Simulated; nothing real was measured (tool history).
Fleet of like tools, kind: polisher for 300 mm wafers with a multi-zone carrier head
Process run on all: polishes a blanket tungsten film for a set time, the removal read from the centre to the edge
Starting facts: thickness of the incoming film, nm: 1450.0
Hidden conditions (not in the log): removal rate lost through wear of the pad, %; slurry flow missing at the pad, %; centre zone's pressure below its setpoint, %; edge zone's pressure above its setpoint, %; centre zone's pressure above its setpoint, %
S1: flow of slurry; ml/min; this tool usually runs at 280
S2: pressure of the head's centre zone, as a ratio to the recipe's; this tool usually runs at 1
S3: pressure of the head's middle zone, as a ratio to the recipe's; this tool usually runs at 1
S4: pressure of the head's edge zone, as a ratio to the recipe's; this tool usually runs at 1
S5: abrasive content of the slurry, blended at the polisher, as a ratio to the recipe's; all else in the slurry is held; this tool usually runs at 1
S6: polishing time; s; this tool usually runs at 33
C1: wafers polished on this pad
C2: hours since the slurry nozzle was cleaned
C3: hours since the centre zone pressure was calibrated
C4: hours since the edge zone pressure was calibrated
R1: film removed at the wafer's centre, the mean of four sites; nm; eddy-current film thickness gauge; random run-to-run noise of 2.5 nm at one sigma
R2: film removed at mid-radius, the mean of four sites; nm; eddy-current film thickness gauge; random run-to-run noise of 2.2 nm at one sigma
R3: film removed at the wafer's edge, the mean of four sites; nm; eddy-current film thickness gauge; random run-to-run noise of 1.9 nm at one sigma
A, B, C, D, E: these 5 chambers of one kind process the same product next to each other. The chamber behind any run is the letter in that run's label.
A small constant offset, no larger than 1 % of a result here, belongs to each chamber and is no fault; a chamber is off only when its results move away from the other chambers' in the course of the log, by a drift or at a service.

At hour 1.5: chamber C: worn pad replaced by a new one.
Run 1D, hour 13.8: usual settings; C1 193; C2 27.7; C3 79.3; C4 446.5. Result: R1 224.01 nm, R2 221.66 nm, R3 221.28 nm.
Run 2C, hour 25.5: usual settings; C1 283; C2 243.3; C3 222.8; C4 578.4. Result: R1 218.6 nm, R2 217.85 nm, R3 223.31 nm.
At hour 30.8: chamber A: worn pad replaced by a new one.
Run 3E, hour 31.6: usual settings; C1 390; C2 525.5; C3 377.7; C4 543.5. Result: R1 228.48 nm, R2 222.3 nm, R3 220.89 nm.
Run 4A, hour 43.2: usual settings; C1 146; C2 573.8; C3 430.5; C4 319.3. Result: R1 220.42 nm, R2 222.99 nm, R3 225.11 nm.
Run 5B, hour 49.5: usual settings; C1 639; C2 652.7; C3 848.6; C4 779.9. Result: R1 222.77 nm, R2 221.72 nm, R3 221.52 nm.
Run 6C, hour 63.1: usual settings; C1 726; C2 280.9; C3 260.4; C4 616. Result: R1 223.45 nm, R2 222.47 nm, R3 223.1 nm.
Run 7B, hour 75.8: usual settings; C1 949; C2 679; C3 874.9; C4 806.2. Result: R1 221.7 nm, R2 224.77 nm, R3 224.78 nm.
At hour 76.8: chamber B: edge zone pressure recalibrated.
Run 8A, hour 88.3: usual settings; C1 677; C2 618.9; C3 475.6; C4 364.4. Result: R1 219.45 nm, R2 222.23 nm, R3 224.66 nm.
At hour 89.2: chamber A: centre zone pressure recalibrated.
At hour 92.3: chamber A: slurry nozzle cleaned.
At hour 97.8: chamber C: worn pad replaced by a new one.
Run 9E, hour 101.2: usual settings; C1 1210; C2 595.1; C3 447.3; C4 613.1. Result: R1 225.17 nm, R2 219.56 nm, R3 223.66 nm.
At hour 102.5: chamber D: worn pad replaced by a new one.
At hour 105.9: chamber E: worn pad replaced by a new one.
At hour 110.6: chamber E: centre zone pressure recalibrated.
At hour 110.9: chamber B: worn pad replaced by a new one.
Run 10D, hour 114.1: usual settings; C1 136; C2 128; C3 179.6; C4 546.8. Result: R1 222.59 nm, R2 225.48 nm, R3 223.27 nm.
At hour 114.8: chamber B: centre zone pressure recalibrated.
Run 11D, hour 126.6: usual settings; C1 284; C2 140.5; C3 192.1; C4 559.3. Result: R1 222.71 nm, R2 221.86 nm, R3 217.15 nm.
Run 12C, hour 134.9: usual settings but S5 1.15; C1 437; C2 352.7; C3 332.2; C4 687.8. Result: R1 221.98 nm, R2 230.78 nm, R3 233.55 nm.
At hour 139: chamber A: worn pad replaced by a new one.
Run 13B, hour 145.4: usual settings but S5 1.15; C1 407; C2 748.6; C3 30.6; C4 68.6. Result: R1 230.68 nm, R2 226.37 nm, R3 227.85 nm.
Run 14E, hour 155.6: usual settings but S5 1.15; C1 586; C2 649.5; C3 45.1; C4 667.5. Result: R1 236.54 nm, R2 234.68 nm, R3 226.09 nm.
At hour 161.7: chamber C: slurry nozzle cleaned.
Run 15A, hour 162.9: usual settings but S5 1.15; C1 282; C2 70.7; C3 73.7; C4 439. Result: R1 234.08 nm, R2 230.08 nm, R3 231.89 nm.
Run 16B, hour 171.7: usual settings but S5 1.15; C1 716; C2 774.9; C3 56.9; C4 94.9. Result: R1 226.41 nm, R2 228.37 nm, R3 231.2 nm.
Run 17C, hour 184.3: usual settings; C1 1019; C2 22.6; C3 381.6; C4 737.2. Result: R1 218.52 nm, R2 222.6 nm, R3 219.2 nm.
At hour 193.3: chamber D: worn pad replaced by a new one.
Run 18E, hour 197.1: usual settings but S1 200 ml/min, S2 1.05; C1 1075; C2 691; C3 86.6; C4 709. Result: R1 224.4 nm, R2 213.56 nm, R3 213.68 nm.
At hour 199.3: chamber C: worn pad replaced by a new one.
Run 19A, hour 205.2: usual settings but S1 200 ml/min, S2 1.05; C1 780; C2 113; C3 116; C4 481.3. Result: R1 227.02 nm, R2 212.35 nm, R3 214.9 nm.
At hour 209.4: chamber E: slurry nozzle cleaned.
Run 20D, hour 217.3: usual settings but S1 200 ml/min, S2 1.05; C1 283; C2 231.2; C3 282.8; C4 650. Result: R1 220.88 nm, R2 214.74 nm, R3 212.24 nm.
Run 21C, hour 224.8: usual settings but S1 200 ml/min, S2 1.05; C1 301; C2 63.1; C3 422.1; C4 777.7. Result: R1 220.11 nm, R2 214.77 nm, R3 218.06 nm.
At hour 226.8: chamber E: worn pad replaced by a new one.
Run 22E, hour 233.1: usual settings but S1 200 ml/min, S2 1.05; C1 74; C2 23.7; C3 122.6; C4 745. Result: R1 225.29 nm, R2 213.05 nm, R3 215.08 nm.
Run 23B, hour 242.4: usual settings; C1 1549; C2 845.6; C3 127.6; C4 165.6. Result: R1 220.32 nm, R2 221.88 nm, R3 222.74 nm.
At hour 243.3: chamber B: worn pad replaced by a new one.
Run 24A, hour 249.9: usual settings; C1 1307; C2 157.7; C3 160.7; C4 526. Result: R1 222.97 nm, R2 218.03 nm, R3 224.57 nm.
At hour 251.2: chamber A: worn pad replaced by a new one.
At hour 258: chamber B: slurry nozzle cleaned.
Run 25D, hour 259.4: usual settings; C1 779; C2 273.3; C3 324.9; C4 692.1. Result: R1 223.17 nm, R2 220.45 nm, R3 219.46 nm.
Run 26A, hour 266.6: usual settings; C1 182; C2 174.4; C3 177.4; C4 542.7. Result: R1 222.04 nm, R2 222.52 nm, R3 225.09 nm.
Run 27D, hour 277.6: usual settings; C1 993; C2 291.5; C3 343.1; C4 710.3. Result: R1 222.15 nm, R2 222.26 nm, R3 220.92 nm.
Run 28E, hour 288.3: usual settings; C1 725; C2 78.9; C3 177.8; C4 800.2. Result: R1 222.76 nm, R2 223.2 nm, R3 223.57 nm.
Run 29B, hour 300.5: usual settings; C1 674; C2 42.5; C3 185.7; C4 223.7. Result: R1 218.34 nm, R2 220.18 nm, R3 221.13 nm.
Run 30C, hour 306.9: usual settings; C1 1268; C2 145.2; C3 504.2; C4 859.8. Result: R1 221.55 nm, R2 223.76 nm, R3 221.95 nm.
At hour 309.6: chamber D: worn pad replaced by a new one.
At hour 316.7: chamber C: worn pad replaced by a new one.
Run 31B, hour 318.5: usual settings; C1 886; C2 60.5; C3 203.7; C4 241.7. Result: R1 225.8 nm, R2 222.77 nm, R3 223.27 nm.
Run 32D, hour 328.5: usual settings; C1 222; C2 342.4; C3 394; C4 761.2. Result: R1 223.09 nm, R2 218.37 nm, R3 221.96 nm.
Run 33E, hour 340.4: usual settings; C1 1338; C2 131; C3 229.9; C4 852.3. Result: R1 225.22 nm, R2 225 nm, R3 220.47 nm.
Run 34A, hour 352.9: usual settings; C1 1199; C2 260.7; C3 263.7; C4 629. Result: R1 213.17 nm, R2 223.48 nm, R3 222.84 nm.
Run 35C, hour 361.4: usual settings; C1 527; C2 199.7; C3 558.7; C4 914.3. Result: R1 221.49 nm, R2 220.16 nm, R3 220.75 nm.

Has any chamber moved away from the others, gradually or after a service, or does the common gauge drift, or do the chambers differ only by their own small steady offsets? State the chamber and the most likely cause if one applies.

All chambers stay in line apart from their small fixed offsets, and the gauge does not drift.
